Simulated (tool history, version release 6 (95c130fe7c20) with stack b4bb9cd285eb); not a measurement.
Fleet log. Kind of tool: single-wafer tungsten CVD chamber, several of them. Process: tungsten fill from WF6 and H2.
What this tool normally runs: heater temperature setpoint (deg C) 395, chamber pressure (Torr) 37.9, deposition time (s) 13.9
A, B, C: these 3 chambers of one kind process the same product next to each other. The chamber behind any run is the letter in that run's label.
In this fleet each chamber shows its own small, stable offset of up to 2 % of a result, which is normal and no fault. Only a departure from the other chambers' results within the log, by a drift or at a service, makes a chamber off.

run   hour  heater temperature setpoint (deg C)  chamber pressure (Torr)  deposition time (s)  hours since the last thermocouple change  hours since the last manometer calibration  read-back reference wafer on the same gauge, thickness_nm  mean film thickness on the monitor wafer (nm)
 1B    7.4                                  395                     37.9                 13.9                                     784.3                                       940.1                                                     42.774                                         41.060
 2A   17.6                                  395                     37.9                 13.9                                     837.7                                        99.2                                                     42.812                                         40.126
 3C   25.5                                  395                     37.9                 13.9                                    1121.0                                       207.0                                                     42.779                                         40.908
 4C   33.2                                  395                     37.9                 13.9                                    1128.7                                       214.7                                                     42.804                                         41.274
 5B   39.8                                  395                     37.9                 13.9                                     816.7                                       972.5                                                     42.834                                         40.893
 6A   47.0                                  395                     37.9                 13.9                                     867.1                                       128.6                                                     42.799                                         40.300
 7C   52.2                                  395                     37.9                 13.9                                    1147.7                                       233.7                                                     42.816                                         41.207
 8B   62.0                                  385                     37.9                 12.1                                     838.9                                       994.7                                                     42.773                                         29.379
 9A   71.7                                  385                     37.9                 12.1                                     891.8                                       153.3                                                     42.763                                         28.880
10B   79.3                                  385                     37.9                 12.1                                     856.2                                      1012.0                                                     42.787                                         29.543
11A   90.2                                  395                     43.6                 13.9                                     910.3                                       171.8                                                     42.837                                         43.108
12C   97.7                                  395                     43.6                 13.9                                    1193.2                                       279.2                                                     42.757                                         44.234
13B  106.8                                  395                     43.6                 13.9                                     883.7                                      1039.5                                                     42.807                                         43.896
14C  117.2                                  395                     37.9                 13.9                                    1212.7                                       298.7                                                     42.801                                         40.927
15A  127.1                                  395                     37.9                 13.9                                     947.2                                       208.7                                                     42.817                                         40.269
16A  138.4                                  395                     37.9                 13.9                                     958.5                                       220.0                                                     42.812                                         40.497
17C  150.0                                  395                     37.9                 13.9                                    1245.5                                       331.5                                                     42.749                                         41.510
18B  159.5                                  395                     37.9                 13.9                                     936.4                                      1092.2                                                     42.787                                         41.745
19A  165.6                                  395                     37.9                 13.9                                     985.7                                       247.2                                                     42.842                                         40.381
20B  174.7                                  395                     37.9                 13.9                                     951.6                                      1107.4                                                     42.830                                         41.838
21C  186.4                                  395                     37.9                 13.9                                    1281.9                                       367.9                                                     42.787                                         40.950
22C  191.7                                  395                     37.9                 13.9                                    1287.2                                       373.2                                                     42.880                                         41.242
23B  202.7                                  395                     37.9                 13.9                                     979.6                                      1135.4                                                     42.781                                         41.772
24A  211.8                                  395                     37.9                 12.1                                    1031.9                                       293.4                                                     42.775                                         35.041
25A  222.9                                  395                     37.9                 12.1                                    1043.0                                       304.5                                                     42.740                                         35.113
26B  230.5                                  395                     37.9                 12.1                                    1007.4                                      1163.2                                                     42.730                                         36.949
27C  237.6                                  395                     43.9                 13.9                                    1333.1                                       419.1                                                     42.795                                         44.288

Is one chamber off against the others, does the gauge drift, or is nothing wrong? If a chamber is off, say which, and what the likeliest cause is.

Little by little, chamber B moves away from the other chambers.
Likeliest cause: wafer temperature above the value expected at the setpoint (K) = 1.89.
Not necessarily distinguishable in this log from: true pressure above the setpoint (%).

Here are 4 candidates for chamber B's next run, each the usual settings with a change, their results left as question marks. Which one brings its results back in line with what the others give on the usual settings?
A result is in line if it is within this distance of the other chambers' mean on the usual settings: mean film thickness on the monitor wafer (nm) 0.630
28B-1  246.2                                  394                     37.5                 13.7                                                                                                                                                                                               ?
28B-2  246.2                                  395                     39.1                 13.9                                                                                                                                                                                               ?
28B-3  246.2                                  396                     38.3                 14.1                                                                                                                                                                                               ?
28B-4  246.2                                  394                     37.9                 13.9                                                                                                                                                                                               ?

The other chambers' mean on the usual settings: mean film thickness on the monitor wafer (nm) 40.707
  run  mean film thickness on the monitor wafer (nm)
28B-1                                         40.903
28B-2                                         43.112
28B-3                                         44.144
28B-4                                         41.706
28B-1 puts the chamber back in line with the other chambers.

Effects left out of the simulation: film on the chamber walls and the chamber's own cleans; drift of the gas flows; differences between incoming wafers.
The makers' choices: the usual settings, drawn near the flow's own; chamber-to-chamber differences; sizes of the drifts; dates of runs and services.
